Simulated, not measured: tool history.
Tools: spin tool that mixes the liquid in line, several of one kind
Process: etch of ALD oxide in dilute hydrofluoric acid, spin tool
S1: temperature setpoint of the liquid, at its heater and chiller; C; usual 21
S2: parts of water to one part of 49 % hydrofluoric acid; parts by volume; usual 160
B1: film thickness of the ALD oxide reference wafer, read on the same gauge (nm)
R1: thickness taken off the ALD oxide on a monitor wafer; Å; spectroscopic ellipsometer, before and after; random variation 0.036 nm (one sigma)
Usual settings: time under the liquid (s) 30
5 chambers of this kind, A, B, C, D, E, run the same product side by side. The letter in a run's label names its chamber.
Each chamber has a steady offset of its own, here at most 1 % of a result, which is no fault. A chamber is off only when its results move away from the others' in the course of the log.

run 1D hour=5.9 | S1=21 S2=160 time_under_the_liquid_(s)=30 | B1=119.98 | R1=43.319
run 2C hour=14.5 | S1=21 S2=160 time_under_the_liquid_(s)=30 | B1=120.02 | R1=43.410
run 3E hour=20.8 | S1=21 S2=160 time_under_the_liquid_(s)=30 | B1=120.04 | R1=43.241
run 4A hour=27.8 | S1=21 S2=160 time_under_the_liquid_(s)=30 | B1=120.02 | R1=43.684
run 5B hour=33.7 | S1=21 S2=160 time_under_the_liquid_(s)=30 | B1=120.00 | R1=44.023
run 6C hour=42.1 | S1=21 S2=160 time_under_the_liquid_(s)=30 | B1=120.00 | R1=43.604
run 7D hour=47.7 | S1=21 S2=185 time_under_the_liquid_(s)=20 | B1=119.99 | R1=24.378
run 8E hour=53.5 | S1=21 S2=185 time_under_the_liquid_(s)=20 | B1=119.96 | R1=24.113
run 9B hour=59.4 | S1=21 S2=185 time_under_the_liquid_(s)=20 | B1=120.01 | R1=24.335
run 10A hour=63.7 | S1=21 S2=185 time_under_the_liquid_(s)=20 | B1=119.96 | R1=24.485
run 11A hour=71.7 | S1=21 S2=185 time_under_the_liquid_(s)=20 | B1=120.00 | R1=24.473
run 12D hour=80.0 | S1=21 S2=160 time_under_the_liquid_(s)=30 | B1=120.01 | R1=43.773
run 13B hour=88.1 | S1=21 S2=160 time_under_the_liquid_(s)=30 | B1=120.00 | R1=43.715
run 14C hour=95.3 | S1=21 S2=160 time_under_the_liquid_(s)=30 | B1=120.01 | R1=43.584
run 15E hour=101.4 | S1=21 S2=160 time_under_the_liquid_(s)=30 | B1=120.02 | R1=43.829
run 16B hour=107.6 | S1=21 S2=160 time_under_the_liquid_(s)=30 | B1=119.97 | R1=43.287
run 17D hour=112.1 | S1=21 S2=160 time_under_the_liquid_(s)=30 | B1=120.03 | R1=43.539
run 18C hour=119.6 | S1=21 S2=160 time_under_the_liquid_(s)=30 | B1=119.97 | R1=42.757
run 19A hour=125.6 | S1=21 S2=230 time_under_the_liquid_(s)=20 | B1=120.01 | R1=18.935
run 20E hour=133.9 | S1=21 S2=230 time_under_the_liquid_(s)=20 | B1=119.99 | R1=18.622
run 21D hour=141.0 | S1=21 S2=230 time_under_the_liquid_(s)=20 | B1=120.00 | R1=18.969
run 22A hour=148.6 | S1=21 S2=230 time_under_the_liquid_(s)=20 | B1=120.04 | R1=19.037
run 23E hour=156.9 | S1=21 S2=230 time_under_the_liquid_(s)=20 | B1=120.05 | R1=18.892
run 24B hour=161.1 | S1=21 S2=160 time_under_the_liquid_(s)=30 | B1=120.00 | R1=43.642
run 25C hour=169.6 | S1=21 S2=160 time_under_the_liquid_(s)=30 | B1=119.99 | R1=43.499
run 26C hour=176.0 | S1=21 S2=160 time_under_the_liquid_(s)=30 | B1=120.03 | R1=42.908
run 27B hour=182.2 | S1=23 S2=160 time_under_the_liquid_(s)=30 | B1=119.97 | R1=47.493
run 28A hour=186.2 | S1=23 S2=160 time_under_the_liquid_(s)=30 | B1=120.02 | R1=46.580
run 29E hour=192.6 | S1=23 S2=160 time_under_the_liquid_(s)=30 | B1=119.96 | R1=46.754
run 30D hour=197.2 | S1=23 S2=160 time_under_the_liquid_(s)=30 | B1=120.01 | R1=46.993
run 31E hour=204.5 | S1=23 S2=160 time_under_the_liquid_(s)=30 | B1=119.97 | R1=47.243
run 32A hour=213.0 | S1=21 S2=195 time_under_the_liquid_(s)=40 | B1=120.01 | R1=46.276
run 33B hour=219.5 | S1=21 S2=195 time_under_the_liquid_(s)=40 | B1=120.00 | R1=46.577
run 34D hour=225.3 | S1=21 S2=195 time_under_the_liquid_(s)=40 | B1=120.00 | R1=47.139
run 35C hour=232.1 | S1=21 S2=195 time_under_the_liquid_(s)=40 | B1=120.00 | R1=45.693
run 36B hour=240.6 | S1=21 S2=195 time_under_the_liquid_(s)=40 | B1=119.96 | R1=46.592
run 37A hour=248.1 | S1=21 S2=160 time_under_the_liquid_(s)=30 | B1=120.02 | R1=43.596
run 38D hour=253.5 | S1=21 S2=160 time_under_the_liquid_(s)=30 | B1=120.02 | R1=43.480
run 39C hour=260.2 | S1=21 S2=160 time_under_the_liquid_(s)=30 | B1=120.00 | R1=43.855
run 40E hour=268.1 | S1=21 S2=160 time_under_the_liquid_(s)=30 | B1=120.01 | R1=42.999
run 41A hour=274.1 | S1=21 S2=160 time_under_the_liquid_(s)=30 | B1=119.97 | R1=42.946
run 42C hour=280.2 | S1=21 S2=160 time_under_the_liquid_(s)=30 | B1=120.04 | R1=43.495

Is one chamber off against the others, does the gauge drift, or is nothing wrong? If a chamber is off, say which, and what the likeliest cause is.

No chamber stands off beyond its own small offset, and the gauge holds steady.

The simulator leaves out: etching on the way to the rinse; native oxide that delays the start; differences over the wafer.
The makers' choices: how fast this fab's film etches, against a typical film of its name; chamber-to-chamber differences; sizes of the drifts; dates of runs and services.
